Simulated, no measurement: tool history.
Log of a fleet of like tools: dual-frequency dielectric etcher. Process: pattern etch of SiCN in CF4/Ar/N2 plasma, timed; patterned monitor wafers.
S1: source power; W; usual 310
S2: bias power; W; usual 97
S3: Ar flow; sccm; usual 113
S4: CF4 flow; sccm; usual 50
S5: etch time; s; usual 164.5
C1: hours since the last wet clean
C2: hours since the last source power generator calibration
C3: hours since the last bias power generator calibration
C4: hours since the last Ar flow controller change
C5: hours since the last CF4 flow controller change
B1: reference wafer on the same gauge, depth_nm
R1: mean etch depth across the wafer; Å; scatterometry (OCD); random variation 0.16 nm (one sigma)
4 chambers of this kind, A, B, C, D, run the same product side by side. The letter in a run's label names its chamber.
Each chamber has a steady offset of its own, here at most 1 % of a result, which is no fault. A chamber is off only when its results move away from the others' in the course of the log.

run   hour   S1  S2   S3  S4     S5     C1      C2      C3      C4      C5      B1      R1
 1B    6.5  310  97  113  50  164.5    195   376.4  1325.3    2930  3254.9  114.99  1076.4
 2A   12.5  310  97  113  50  164.5  308.3   520.7  4073.6  3525.5  2175.5  114.94  1065.8
 3D   18.9  310  97  113  50  164.5  111.9  1047.9  1143.8  1558.2    56.8  114.98    1075
 4C   27.4  310  97  113  50  164.5  517.3  3284.5     160  3537.5  3212.7  114.95  1056.5
 5C   37.6  310  97  113  50  164.5  527.5  3294.7   170.2  3547.7  3222.9  114.95  1061.5
 6D   44.9  310  97  113  50  164.5  137.9  1073.9  1169.8  1584.2    82.8  114.88  1073.6
 7A   55.4  310  97  113  50  164.5  351.2   563.6  4116.5  3568.4  2218.4  114.88  1063.9
      55.9  -- chamber C: wet clean of the chamber
 8B   60.8  310  97  113  50  164.5  249.3   430.7  1379.6  2984.3  3309.2  114.86  1074.2
 9D   71.5  310  97  113  50  164.5  164.5  1100.5  1196.4  1610.8   109.4  114.88  1072.2
10C   78.1  310  97  113  50  164.5   22.2  3335.2   210.7  3588.2  3263.4  114.84  1060.1
11B     87  310  97  113  50  164.5  275.5   456.9  1405.8  3010.5  3335.4  114.81  1073.2
12A   95.5  310  97  113  50  164.5  391.3   603.7  4156.6  3608.5  2258.5   114.8  1065.5
     100.2  -- chamber A: wet clean of the chamber
13D    105  310  97  113  50  164.5    198    1134  1229.9  1644.3   142.9  114.74  1072.1
     108.5  -- chamber A: bias power generator calibrated
14B  111.2  310  97  113  50  164.5  299.7   481.1    1430  3034.7  3359.6  114.73  1072.8
15C  118.5  310  97  113  50  164.5   62.6  3375.6   251.1  3628.6  3303.8  114.71  1057.5
16A    128  240  97  113  50  164.5   27.8   636.2    19.6    3641    2291  114.74  854.54
17B  137.7  240  97  113  50  164.5  326.2   507.6  1456.5  3061.2  3386.1  114.69  858.83
18D  146.8  240  97  113  50  164.5  239.8  1175.8  1271.7  1686.1   184.7  114.68  859.41
19A  151.5  240  97  113  50  164.5   51.3   659.7    43.1  3664.5  2314.5  114.68  851.95
20C  159.9  310  97  113  50  164.5    104    3417   292.5    3670  3345.2  114.65  1056.4
21A  170.7  310  97  113  50  164.5   70.5   678.9    62.3  3683.7  2333.7  114.59  1060.6
     171.1  -- chamber B: bias power generator calibrated
22D  176.2  310  97  113  50  164.5  269.2  1205.2  1301.1  1715.5   214.1  114.59    1070
23C  184.9  310  97  113  50  164.5    129    3442   317.5    3695  3370.2  114.59  1058.8
24B  192.6  310  97  113  50  164.5  381.1   562.5    21.5  3116.1    3441  114.55  1074.1
25C  202.2  310  97  113  50  164.5  146.3  3459.3   334.8  3712.3  3387.5  114.56  1054.2
26A  207.9  310  97  113  50  164.5  107.7   716.1    99.5  3720.9  2370.9  114.56  1057.2
27D  217.6  310  97  113  50  164.5  310.6  1246.6  1342.5  1756.9   255.5  114.54    1067
28B  225.2  310  97  113  50  164.5  413.7   595.1    54.1  3148.7  3473.6  114.47  1069.6
29B  235.7  310  97  113  50  164.5  424.2   605.6    64.6  3159.2  3484.1  114.51  1070.5
30D  241.2  310  97  113  50  164.5  334.2  1270.2  1366.1  1780.5   279.1  114.51  1068.3
31C  247.2  310  97  113  50  164.5  191.3  3504.3   379.8  3757.3  3432.5  114.43    1054
32A  255.3  310  97  113  50  164.5  155.1   763.5   146.9  3768.3  2418.3  114.46  1056.4
33C  265.9  310  97  113  50  164.5    210    3523   398.5    3776  3451.2   114.4  1055.6
34D  271.3  310  97  113  50  164.5  364.3  1300.3  1396.2  1810.6   309.2  114.44  1067.8
35A  276.6  360  97  113  54  164.5  176.4   784.8   168.2  3789.6  2439.6  114.41  1215.1
36B    287  360  97  113  54  164.5  475.5   656.9   115.9  3210.5  3535.4  114.36  1233.8
37C  297.6  360  97  113  54  164.5  241.7  3554.7   430.2  3807.7  3482.9  114.35  1208.6
38D  308.1  360  97  113  54  164.5  401.1  1337.1    1433  1847.4     346  114.31  1231.3

What goes on in this fleet: one chamber off, a drifting gauge, or nothing beyond the chambers' own small offsets? Name the chamber and the cause, if any.

The gauge drifts, so all chambers seem to drift together. No chamber is off.
Cause: gauge reads low (%) = 0.598.
